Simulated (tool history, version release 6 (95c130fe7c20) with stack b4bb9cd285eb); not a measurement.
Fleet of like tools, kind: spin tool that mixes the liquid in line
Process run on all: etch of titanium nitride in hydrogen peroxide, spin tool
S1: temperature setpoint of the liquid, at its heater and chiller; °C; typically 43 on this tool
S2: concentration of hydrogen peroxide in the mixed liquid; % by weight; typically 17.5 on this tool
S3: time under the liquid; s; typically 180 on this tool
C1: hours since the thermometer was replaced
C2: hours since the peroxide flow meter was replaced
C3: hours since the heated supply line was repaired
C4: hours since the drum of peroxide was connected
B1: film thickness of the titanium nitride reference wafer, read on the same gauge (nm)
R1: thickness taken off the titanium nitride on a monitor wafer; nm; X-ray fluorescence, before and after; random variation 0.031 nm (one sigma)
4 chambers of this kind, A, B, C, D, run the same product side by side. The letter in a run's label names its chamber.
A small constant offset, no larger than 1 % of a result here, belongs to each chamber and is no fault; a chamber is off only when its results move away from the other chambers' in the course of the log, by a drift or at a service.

run	hour	S1	S2	S3	C1	C2	C3	C4	B1	R1
1B	8.7	43	17.5	180	75.7	285.0	417.6	1308.7	150.00	3.3220
2A	17.9	43	17.5	180	1863.4	908.7	2343.0	695.8	149.99	3.2618
3D	29.3	43	17.5	180	1201.4	962.0	2168.8	109.0	149.98	3.2580
4C	37.2	43	17.5	180	785.5	403.0	845.2	334.0	149.99	3.1901
5D	47.9	43	17.5	180	1220.0	980.6	2187.4	127.6	150.01	3.2667
6A	59.6	43	17.5	180	1905.1	950.4	2384.7	737.5	150.01	3.3050
# hour 59.9: chamber D: peroxide flow meter replaced
# hour 69.1: chamber B: new drum of peroxide connected
7B	69.1	43	17.5	180	136.1	345.4	478.0	0.1	149.99	3.3301
# hour 73.5: chamber A: new drum of peroxide connected
8C	75.0	43	17.5	180	823.3	440.8	883.0	371.8	149.99	3.1809
9C	84.1	43	17.5	180	832.4	449.9	892.1	380.9	149.98	3.2628
10D	91.1	36	14.0	180	1263.2	31.3	2230.6	170.8	150.02	1.7894
11A	101.2	36	14.0	180	1946.7	992.0	2426.3	27.8	149.99	1.8427
12B	111.5	36	14.0	180	178.5	387.8	520.4	42.5	150.01	1.8291
13B	121.9	36	14.0	180	188.9	398.2	530.8	52.9	149.98	1.8256
14D	129.0	43	17.5	180	1301.1	69.2	2268.5	208.7	150.01	3.2714
15A	135.8	43	17.5	255	1981.3	1026.6	2460.9	62.4	150.02	4.6682
16C	145.6	43	17.5	255	893.9	511.4	953.6	442.4	150.01	4.7606
17A	155.9	43	17.5	255	2001.4	1046.7	2481.0	82.5	149.99	4.6420
18D	167.0	43	17.5	255	1339.1	107.2	2306.5	246.7	149.99	4.5999
19B	173.7	43	17.5	180	240.7	450.0	582.6	104.7	149.98	3.2473
20C	180.0	43	17.5	180	928.3	545.8	988.0	476.8	149.98	3.3949
21B	185.5	43	17.5	180	252.5	461.8	594.4	116.5	150.00	3.2570
22C	196.1	43	20.0	180	944.4	561.9	1004.1	492.9	149.99	3.5613
23D	204.7	43	20.0	180	1376.8	144.9	2344.2	284.4	150.02	3.2885
24A	213.9	43	20.0	180	2059.4	1104.7	2539.0	140.5	149.99	3.4024
25B	226.0	43	20.0	180	293.0	502.3	634.9	157.0	150.02	3.3468
26C	235.0	43	17.5	180	983.3	600.8	1043.0	531.8	149.99	3.4936
27D	242.8	43	17.5	180	1414.9	183.0	2382.3	322.5	150.02	3.2426
28A	249.2	43	17.5	180	2094.7	1140.0	2574.3	175.8	149.99	3.2612
29D	256.0	43	17.5	180	1428.1	196.2	2395.5	335.7	150.01	3.1932
30C	265.9	38	17.5	125	1014.2	631.7	1073.9	562.7	149.98	1.6955

Which is it: a chamber that has drifted or been left off by a service, a gauge drift common to all chambers, or only each chamber's usual small offset? If a chamber is off, name it and its likeliest cause.

Chamber C drifts away from the others.
Most likely cause: liquid hotter than its thermometer reads (K) = 1.46.

Below are 4 candidate recipes for chamber C's next run, each the usual settings with a change, their results shown as question marks. Which of them brings C's results back in line with what the other chambers give on the usual settings?
Maximum distance from the other chambers' mean on the usual settings for a result to count as in line: R1 0.1100 nm
31C-1	274.8	41.5	17.5	170						?
31C-2	274.8	44.0	17.5	185						?
31C-3	274.8	44.5	17.5	190						?
31C-4	274.8	42.0	17.5	175						?

Usual-settings mean across the other chambers: R1 3.2725 nm
run	R1
31C-1	3.0253
31C-2	3.9791
31C-3	4.2442
31C-4	3.2339
31C-4 is the one that brings the chamber's results back in line with the other chambers.
